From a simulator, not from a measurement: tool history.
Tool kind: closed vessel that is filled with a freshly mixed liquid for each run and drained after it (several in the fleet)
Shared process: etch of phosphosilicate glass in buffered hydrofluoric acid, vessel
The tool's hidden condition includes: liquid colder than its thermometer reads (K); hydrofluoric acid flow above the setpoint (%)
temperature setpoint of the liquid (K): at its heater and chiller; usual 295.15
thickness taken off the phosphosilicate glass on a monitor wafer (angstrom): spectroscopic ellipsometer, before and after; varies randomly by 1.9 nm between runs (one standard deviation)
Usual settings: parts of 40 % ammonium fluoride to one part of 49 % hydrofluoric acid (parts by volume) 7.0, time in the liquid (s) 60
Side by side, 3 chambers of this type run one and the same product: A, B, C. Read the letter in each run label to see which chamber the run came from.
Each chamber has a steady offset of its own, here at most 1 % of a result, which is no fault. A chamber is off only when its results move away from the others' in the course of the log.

run	hour	temperature setpoint of the liquid (K)	parts of 40 % ammonium fluoride to one part of 49 % hydrofluoric acid (parts by volume)	time in the liquid (s)	hours since the thermometer was replaced	hours since the hydrofluoric acid flow meter was replaced	read-back film thickness of the phosphosilicate glass reference wafer, read on the same gauge (nm)	thickness taken off the phosphosilicate glass on a monitor wafer (angstrom)
1A	5.3	295.15	7.0	60	1369.2	1017.9	80.011	2340.20
2C	13.9	295.15	7.0	60	861.8	2061.1	80.017	2291.80
3B	21.2	295.15	7.0	60	864.4	684.4	79.984	2301.80
4C	27.2	295.15	7.0	60	875.1	2074.4	79.993	2263.70
5A	33.6	295.15	7.0	60	1397.5	1046.2	80.002	2306.70
6B	39.0	295.15	7.0	60	882.2	702.2	79.996	2278.20
7A	46.0	295.15	7.0	60	1409.9	1058.6	79.994	2313.60
8C	53.5	295.15	7.0	60	901.4	2100.7	80.007	2265.70
9B	65.2	295.15	7.0	60	908.4	728.4	80.002	2261.20
10B	72.6	295.15	7.0	60	915.8	735.8	80.018	2301.00
# hour 79.8: chamber A: hydrofluoric acid flow meter replaced
11C	84.6	290.15	7.0	30	932.5	2131.8	79.997	849.43
12A	96.3	290.15	7.0	30	1460.2	16.6	80.002	877.59
13B	102.7	290.15	7.0	30	945.9	765.9	80.006	851.46
14C	112.5	295.15	7.0	60	960.4	2159.7	80.016	2286.70
15A	117.9	292.15	7.0	60	1481.8	38.2	79.995	1929.70
16A	128.6	292.15	7.0	60	1492.5	48.9	79.993	1927.00
17B	137.3	292.15	7.0	60	980.5	800.5	79.999	1866.60
18C	148.0	295.15	7.0	60	995.9	2195.2	80.017	2261.90
19A	155.9	295.15	7.0	60	1519.8	76.2	79.990	2297.00
20C	163.4	295.15	7.0	60	1011.3	2210.6	79.984	2265.20
21B	173.7	295.15	7.0	60	1016.9	836.9	80.002	2228.40
22A	182.9	295.15	8.5	60	1546.8	103.2	80.007	1853.30
23B	191.9	295.15	8.5	60	1035.1	855.1	80.007	1783.30
24C	198.9	295.15	8.5	60	1046.8	2246.1	80.000	1838.00
# hour 200.0: chamber B: hydrofluoric acid flow meter replaced
25B	206.9	295.15	7.0	60	1050.1	6.9	79.990	2203.90
26A	217.5	295.15	7.0	60	1581.4	137.8	79.993	2298.40
27C	224.4	295.15	5.0	95	1072.3	2271.6	80.007	4818.00
# hour 227.5: chamber A: thermometer replaced
28C	234.4	295.15	5.0	95	1082.3	2281.6	80.003	4827.10
29B	241.6	295.15	5.0	95	1084.8	41.6	80.001	4599.60
30A	247.6	295.15	7.0	60	20.2	167.9	79.995	2318.30
31B	254.6	295.15	7.0	60	1097.8	54.6	79.989	2164.10

Is one chamber off against the others, does the gauge drift, or is nothing wrong? If a chamber is off, say which, and what the likeliest cause is.

One chamber, B, drifts off from the rest bit by bit.
What lies behind it: liquid colder than its thermometer reads (K) = 1.21.

Chamber B could run next with any of the 4 candidate recipes listed below; each alters the usual settings, and their results appear as question marks. Which one brings its results back in line with what the other chambers deliver on the usual settings?
A result is in line if it is within this distance of the other chambers' mean on the usual settings: thickness taken off the phosphosilicate glass on a monitor wafer (angstrom) 65.00
32B-1	263.2	295.65	7.0	65				?
32B-2	263.2	294.15	7.0	60				?
32B-3	263.2	294.65	7.0	55				?
32B-4	263.2	296.15	7.0	60				?

Mean of the other chambers on the usual settings: thickness taken off the phosphosilicate glass on a monitor wafer (angstrom) 2289.00
run	thickness taken off the phosphosilicate glass on a monitor wafer (angstrom)
32B-1	2402.40
32B-2	2038.70
32B-3	1921.80
32B-4	2279.90
Change 32B-4 lands the chamber within the allowed miss of the other chambers.
